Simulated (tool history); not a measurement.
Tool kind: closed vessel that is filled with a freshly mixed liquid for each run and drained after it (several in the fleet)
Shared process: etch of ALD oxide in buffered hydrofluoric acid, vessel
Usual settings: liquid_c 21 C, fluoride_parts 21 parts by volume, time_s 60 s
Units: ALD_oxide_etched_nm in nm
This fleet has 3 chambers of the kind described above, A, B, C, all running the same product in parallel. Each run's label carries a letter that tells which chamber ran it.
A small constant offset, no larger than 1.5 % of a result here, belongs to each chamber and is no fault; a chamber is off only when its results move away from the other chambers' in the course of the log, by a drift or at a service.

| run | day | liquid_c | fluoride_parts | time_s | hours since the thermometer was replaced | hours since the hydrofluoric acid flow meter was replaced | read-back film thickness of the ALD oxide reference wafer, read on the same gauge (nm) | ALD_oxide_etched_nm |
|---|---|---|---|---|---|---|---|---|
| 1C | 0.225 | 21 | 21 | 60 | 1450.5 | 829.1 | 79.984 | 51.665 |
| 2B | 0.367 | 21 | 21 | 60 | 510.6 | 248 | 80.001 | 50.874 |
| 3A | 0.554 | 21 | 21 | 60 | 169.8 | 1059.4 | 80.018 | 51.329 |
| 4A | 0.754 | 21 | 21 | 60 | 174.6 | 1064.2 | 80.049 | 51.456 |
| 5B | 0.921 | 21 | 21 | 60 | 523.9 | 261.3 | 80.012 | 52.098 |
| 6C | 1.033 | 21 | 21 | 60 | 1469.9 | 848.5 | 79.977 | 52.554 |
| 7C | 1.175 | 21 | 26 | 30 | 1473.3 | 851.9 | 80.033 | 22.263 |
| 8B | 1.325 | 21 | 26 | 30 | 533.6 | 271 | 80.013 | 22.579 |
| 9A | 1.496 | 21 | 26 | 30 | 192.4 | 1082 | 79.972 | 22.191 |
| 10A | 1.708 | 21 | 21 | 60 | 197.5 | 1087.1 | 80.04 | 52.401 |
| 11B | 1.838 | 21 | 21 | 60 | 545.9 | 283.3 | 80.058 | 53.307 |
| 12C | 1.967 | 21 | 21 | 60 | 1492.3 | 870.9 | 80.01 | 51.523 |
| 13C | 2.192 | 21 | 21 | 60 | 1497.7 | 876.3 | 79.999 | 52.214 |
| 14A | 2.388 | 21 | 16 | 60 | 213.8 | 1103.4 | 79.991 | 66.635 |
| 15B | 2.546 | 21 | 16 | 60 | 562.9 | 300.3 | 80.013 | 69.727 |
| 16A | 2.704 | 21 | 16 | 60 | 221.4 | 1111 | 79.967 | 65.941 |
| 17C | 2.833 | 21 | 21 | 60 | 1513.1 | 891.7 | 79.991 | 51.997 |
| 18B | 2.962 | 21 | 21 | 60 | 572.9 | 310.3 | 79.973 | 54.544 |
| 19A | 3.075 | 21 | 28.5 | 35 | 230.3 | 1119.9 | 80.04 | 24.56 |
| 20B | 3.208 | 21 | 28.5 | 35 | 578.8 | 316.2 | 79.989 | 25.046 |
| 21C | 3.442 | 21 | 28.5 | 35 | 1527.7 | 906.3 | 79.987 | 24.426 |
| 22A | 3.629 | 21 | 21 | 60 | 243.6 | 1133.2 | 80.05 | 50.493 |
| 23B | 3.875 | 23.5 | 21 | 85 | 594.8 | 332.2 | 80.019 | 89.7 |
| 24C | 4.112 | 23.5 | 21 | 85 | 1543.8 | 922.4 | 79.975 | 84.149 |
| 25A | 4.225 | 23.5 | 21 | 85 | 257.9 | 1147.5 | 79.967 | 84.758 |
| 26B | 4.358 | 21 | 21 | 60 | 606.4 | 343.8 | 80.014 | 54.962 |
| 27C | 4.479 | 21 | 21 | 60 | 1552.6 | 931.2 | 79.996 | 52.041 |
| 28B | 4.717 | 21 | 21 | 60 | 615 | 352.4 | 80.035 | 55.134 |
| 29C | 4.912 | 21 | 18 | 45 | 1563 | 941.6 | 80.013 | 44.533 |
| 30A | 5.054 | 21 | 18 | 45 | 277.8 | 1167.4 | 79.994 | 44.675 |
| 31C | 5.217 | 21 | 18 | 45 | 1570.3 | 948.9 | 80.013 | 45.317 |
| 32B | 5.388 | 21 | 21 | 60 | 631.1 | 368.5 | 79.943 | 56.312 |
| 33A | 5.567 | 21 | 21 | 60 | 290.1 | 1179.7 | 79.998 | 51.434 |
| 34A | 5.817 | 21 | 21 | 60 | 296.1 | 1185.7 | 80.045 | 51.139 |
| 35B | 6.025 | 25 | 21 | 45 | 646.4 | 383.8 | 80.065 | 53.769 |
| 36C | 6.204 | 25 | 21 | 45 | 1594 | 972.6 | 80.015 | 48.78 |
| 37A | 6.329 | 25 | 21 | 45 | 308.4 | 1198 | 79.965 | 48.102 |
| 38C | 6.546 | 21 | 21 | 60 | 1602.2 | 980.8 | 79.993 | 51.346 |
| 39B | 6.783 | 21 | 17 | 75 | 664.6 | 402 | 80.002 | 88.553 |
| 40C | 6.979 | 21 | 17 | 75 | 1612.6 | 991.2 | 80.002 | 77.768 |
| 41B | 7.167 | 21 | 17 | 75 | 673.8 | 411.2 | 80.015 | 89.721 |
| 42A | 7.417 | 21 | 21 | 60 | 334.5 | 1224.1 | 80.024 | 50.748 |
| 43B | 7.612 | 21 | 21 | 60 | 684.5 | 421.9 | 79.986 | 59.31 |
| 44A | 7.804 | 21 | 21 | 60 | 343.8 | 1233.4 | 80.003 | 51.775 |

Next, every chamber runs the same settings. What will each give?
| 45A | 7.992 | 21 | 21 | 60 |  |  |  | ? |
| 45B | 7.992 | 21 | 21 | 60 |  |  |  | ? |
| 45C | 7.992 | 21 | 21 | 60 |  |  |  | ? |

| run | ALD_oxide_etched_nm |
|---|---|
| 45A | 51.721 |
| 45B | 59.307 |
| 45C | 51.591 |
